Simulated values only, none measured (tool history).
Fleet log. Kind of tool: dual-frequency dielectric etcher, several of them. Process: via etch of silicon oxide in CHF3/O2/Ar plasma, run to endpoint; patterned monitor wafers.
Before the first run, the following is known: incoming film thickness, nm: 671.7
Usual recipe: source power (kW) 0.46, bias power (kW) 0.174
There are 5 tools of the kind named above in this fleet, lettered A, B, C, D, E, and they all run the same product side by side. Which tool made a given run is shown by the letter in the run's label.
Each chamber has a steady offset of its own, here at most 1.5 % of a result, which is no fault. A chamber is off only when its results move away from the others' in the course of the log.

Run 1D, hour 4.2: usual settings. Result: endpoint time (s) 377.71.
Run 2C, hour 8.3: usual settings. Result: endpoint time (s) 375.55.
Run 3E, hour 15.6: usual settings. Result: endpoint time (s) 379.82.
Run 4B, hour 22.9: usual settings. Result: endpoint time (s) 380.98.
Run 5A, hour 30.5: usual settings. Result: endpoint time (s) 377.67.
At hour 31.1: chamber C: bias power generator calibrated.
Run 6D, hour 37.9: usual settings but source power (kW) 0.38, bias power (kW) 0.19. Result: endpoint time (s) 396.69.
Run 7B, hour 46.3: usual settings but source power (kW) 0.38, bias power (kW) 0.19. Result: endpoint time (s) 397.3.
Run 8A, hour 51.2: usual settings but source power (kW) 0.38, bias power (kW) 0.19. Result: endpoint time (s) 405.53.
Run 9E, hour 55.6: usual settings but source power (kW) 0.38, bias power (kW) 0.19. Result: endpoint time (s) 398.18.
Run 10C, hour 61: usual settings but source power (kW) 0.38, bias power (kW) 0.19. Result: endpoint time (s) 395.73.
At hour 67.1: chamber E: bias power generator calibrated.
Run 11E, hour 69.3: usual settings. Result: endpoint time (s) 383.52.
Run 12D, hour 75.4: usual settings. Result: endpoint time (s) 377.88.
Run 13B, hour 79.5: usual settings. Result: endpoint time (s) 378.86.
Run 14C, hour 86: usual settings. Result: endpoint time (s) 376.12.
Run 15A, hour 92.8: usual settings. Result: endpoint time (s) 383.64.
Run 16D, hour 100.7: usual settings. Result: endpoint time (s) 386.27.
Run 17E, hour 106.6: usual settings. Result: endpoint time (s) 378.03.
Run 18C, hour 114.5: usual settings. Result: endpoint time (s) 376.2.
Run 19B, hour 119.5: usual settings. Result: endpoint time (s) 379.
Run 20A, hour 123.4: usual settings. Result: endpoint time (s) 388.7.
Run 21E, hour 131.3: usual settings. Result: endpoint time (s) 384.7.
Run 22C, hour 138.1: usual settings. Result: endpoint time (s) 379.82.
Run 23D, hour 143.8: usual settings. Result: endpoint time (s) 383.39.
Run 24B, hour 148.1: usual settings. Result: endpoint time (s) 374.65.
Run 25A, hour 152.4: usual settings. Result: endpoint time (s) 375.89.
At hour 154.1: chamber C: wet clean of the chamber.
Run 26A, hour 160.1: usual settings. Result: endpoint time (s) 385.09.
Run 27C, hour 168.5: usual settings. Result: endpoint time (s) 381.09.
Run 28D, hour 173.6: usual settings. Result: endpoint time (s) 376.55.
Run 29E, hour 182: usual settings. Result: endpoint time (s) 378.12.
Run 30B, hour 188.6: usual settings. Result: endpoint time (s) 383.86.
Run 31B, hour 195.6: usual settings. Result: endpoint time (s) 379.24.
Run 32A, hour 203.7: usual settings. Result: endpoint time (s) 378.27.
Run 33E, hour 211.4: usual settings but source power (kW) 0.34, bias power (kW) 0.199. Result: endpoint time (s) 408.6.

Read the log: is a single chamber off, either drifting away or since a service, is the gauge that measures every chamber drifting, or is nothing wrong beyond small per-chamber offsets? Name any odd chamber and what most likely caused it.

No chamber stands off beyond its own small offset, and the gauge holds steady.

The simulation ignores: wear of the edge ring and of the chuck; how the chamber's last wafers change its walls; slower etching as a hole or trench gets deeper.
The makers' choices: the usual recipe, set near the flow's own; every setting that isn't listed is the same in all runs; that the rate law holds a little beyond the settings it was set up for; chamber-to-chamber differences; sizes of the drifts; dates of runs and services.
